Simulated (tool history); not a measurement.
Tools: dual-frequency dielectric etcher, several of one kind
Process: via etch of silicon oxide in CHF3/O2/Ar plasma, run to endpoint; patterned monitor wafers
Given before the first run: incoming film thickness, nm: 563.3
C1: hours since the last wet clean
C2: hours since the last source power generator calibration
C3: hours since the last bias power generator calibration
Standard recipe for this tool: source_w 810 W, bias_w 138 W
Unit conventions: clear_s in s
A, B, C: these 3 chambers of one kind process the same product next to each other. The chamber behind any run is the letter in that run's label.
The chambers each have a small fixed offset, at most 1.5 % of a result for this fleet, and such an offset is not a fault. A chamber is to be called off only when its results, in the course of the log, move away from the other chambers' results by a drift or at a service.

{"run": "1C", "day": 0.338, "source_w": 810, "bias_w": 138, "C1": 414.8, "C2": 3113.0, "C3": 178.2, "clear_s": 279.05}
{"run": "2B", "day": 0.617, "source_w": 810, "bias_w": 138, "C1": 165.2, "C2": 3622.6, "C3": 3366.8, "clear_s": 276.57}
{"run": "3A", "day": 1.083, "source_w": 810, "bias_w": 138, "C1": 34.7, "C2": 2476.2, "C3": 400.1, "clear_s": 278.74}
{"run": "4B", "day": 1.412, "source_w": 810, "bias_w": 138, "C1": 184.3, "C2": 3641.7, "C3": 3385.9, "clear_s": 276.85}
{"run": "5A", "day": 1.833, "source_w": 810, "bias_w": 138, "C1": 52.7, "C2": 2494.2, "C3": 418.1, "clear_s": 279.29}
{"run": "6C", "day": 2.392, "source_w": 810, "bias_w": 138, "C1": 464.1, "C2": 3162.3, "C3": 227.5, "clear_s": 279.6}
{"day": 2.754, "done": "chamber C: wet clean of the chamber"}
{"run": "7B", "day": 2.85, "source_w": 810, "bias_w": 138, "C1": 218.8, "C2": 3676.2, "C3": 3420.4, "clear_s": 276.19}
{"run": "8C", "day": 3.292, "source_w": 810, "bias_w": 138, "C1": 13.0, "C2": 3183.9, "C3": 249.1, "clear_s": 291.67}
{"run": "9A", "day": 3.6, "source_w": 810, "bias_w": 138, "C1": 95.1, "C2": 2536.6, "C3": 460.5, "clear_s": 279.42}
{"run": "10A", "day": 3.883, "source_w": 810, "bias_w": 138, "C1": 101.9, "C2": 2543.4, "C3": 467.3, "clear_s": 279.37}
{"run": "11C", "day": 4.371, "source_w": 690, "bias_w": 155, "C1": 38.9, "C2": 3209.8, "C3": 275.0, "clear_s": 297.17}
{"run": "12B", "day": 4.762, "source_w": 690, "bias_w": 155, "C1": 264.7, "C2": 3722.1, "C3": 3466.3, "clear_s": 285.35}
{"run": "13A", "day": 5.158, "source_w": 690, "bias_w": 155, "C1": 132.5, "C2": 2574.0, "C3": 497.9, "clear_s": 284.36}
{"run": "14C", "day": 5.658, "source_w": 660, "bias_w": 138, "C1": 69.8, "C2": 3240.7, "C3": 305.9, "clear_s": 317.35}
{"run": "15B", "day": 6.017, "source_w": 660, "bias_w": 138, "C1": 294.8, "C2": 3752.2, "C3": 3496.4, "clear_s": 300.76}
{"run": "16B", "day": 6.588, "source_w": 660, "bias_w": 138, "C1": 308.5, "C2": 3765.9, "C3": 3510.1, "clear_s": 299.34}
{"run": "17C", "day": 7.025, "source_w": 810, "bias_w": 138, "C1": 102.6, "C2": 3273.5, "C3": 338.7, "clear_s": 292.99}
{"run": "18A", "day": 7.404, "source_w": 700, "bias_w": 138, "C1": 186.4, "C2": 2627.9, "C3": 551.8, "clear_s": 294.51}
{"run": "19B", "day": 7.721, "source_w": 700, "bias_w": 138, "C1": 335.7, "C2": 3793.1, "C3": 3537.3, "clear_s": 293.96}
{"run": "20A", "day": 8.279, "source_w": 700, "bias_w": 138, "C1": 207.4, "C2": 2648.9, "C3": 572.8, "clear_s": 294.54}
{"run": "21C", "day": 8.6, "source_w": 810, "bias_w": 138, "C1": 140.4, "C2": 3311.3, "C3": 376.5, "clear_s": 292.04}
{"run": "22C", "day": 9.062, "source_w": 810, "bias_w": 138, "C1": 151.5, "C2": 3322.4, "C3": 387.6, "clear_s": 291.47}

Which is it: a chamber that has drifted or been left off by a service, a gauge drift common to all chambers, or only each chamber's usual small offset? If a chamber is off, name it and its likeliest cause.

The work done on chamber C during a service left it standing apart from the others.
Likeliest cause: etch rate under this chamber's usual, % = 4.06.

Which of the 4 candidates below, each the usual settings with something changed and its results left as question marks, puts chamber C back in line with what the other chambers give on the usual settings?
To be in line, a result may differ from the other chambers' mean on the usual settings by at most: clear_s 3.40 s
{"run": "23C-1", "day": 9.471, "source_w": 750, "bias_w": 130, "clear_s": "?"}
{"run": "23C-2", "day": 9.471, "source_w": 710, "bias_w": 124, "clear_s": "?"}
{"run": "23C-3", "day": 9.471, "source_w": 920, "bias_w": 153, "clear_s": "?"}
{"run": "23C-4", "day": 9.471, "source_w": 870, "bias_w": 146, "clear_s": "?"}

Other chambers, usual settings, mean: clear_s 278.21 s
run=23C-1 clear_s=307.46
run=23C-2 clear_s=318.90
run=23C-3 clear_s=269.37
run=23C-4 clear_s=279.50
Change 23C-4 lands the chamber within the allowed miss of the other chambers.

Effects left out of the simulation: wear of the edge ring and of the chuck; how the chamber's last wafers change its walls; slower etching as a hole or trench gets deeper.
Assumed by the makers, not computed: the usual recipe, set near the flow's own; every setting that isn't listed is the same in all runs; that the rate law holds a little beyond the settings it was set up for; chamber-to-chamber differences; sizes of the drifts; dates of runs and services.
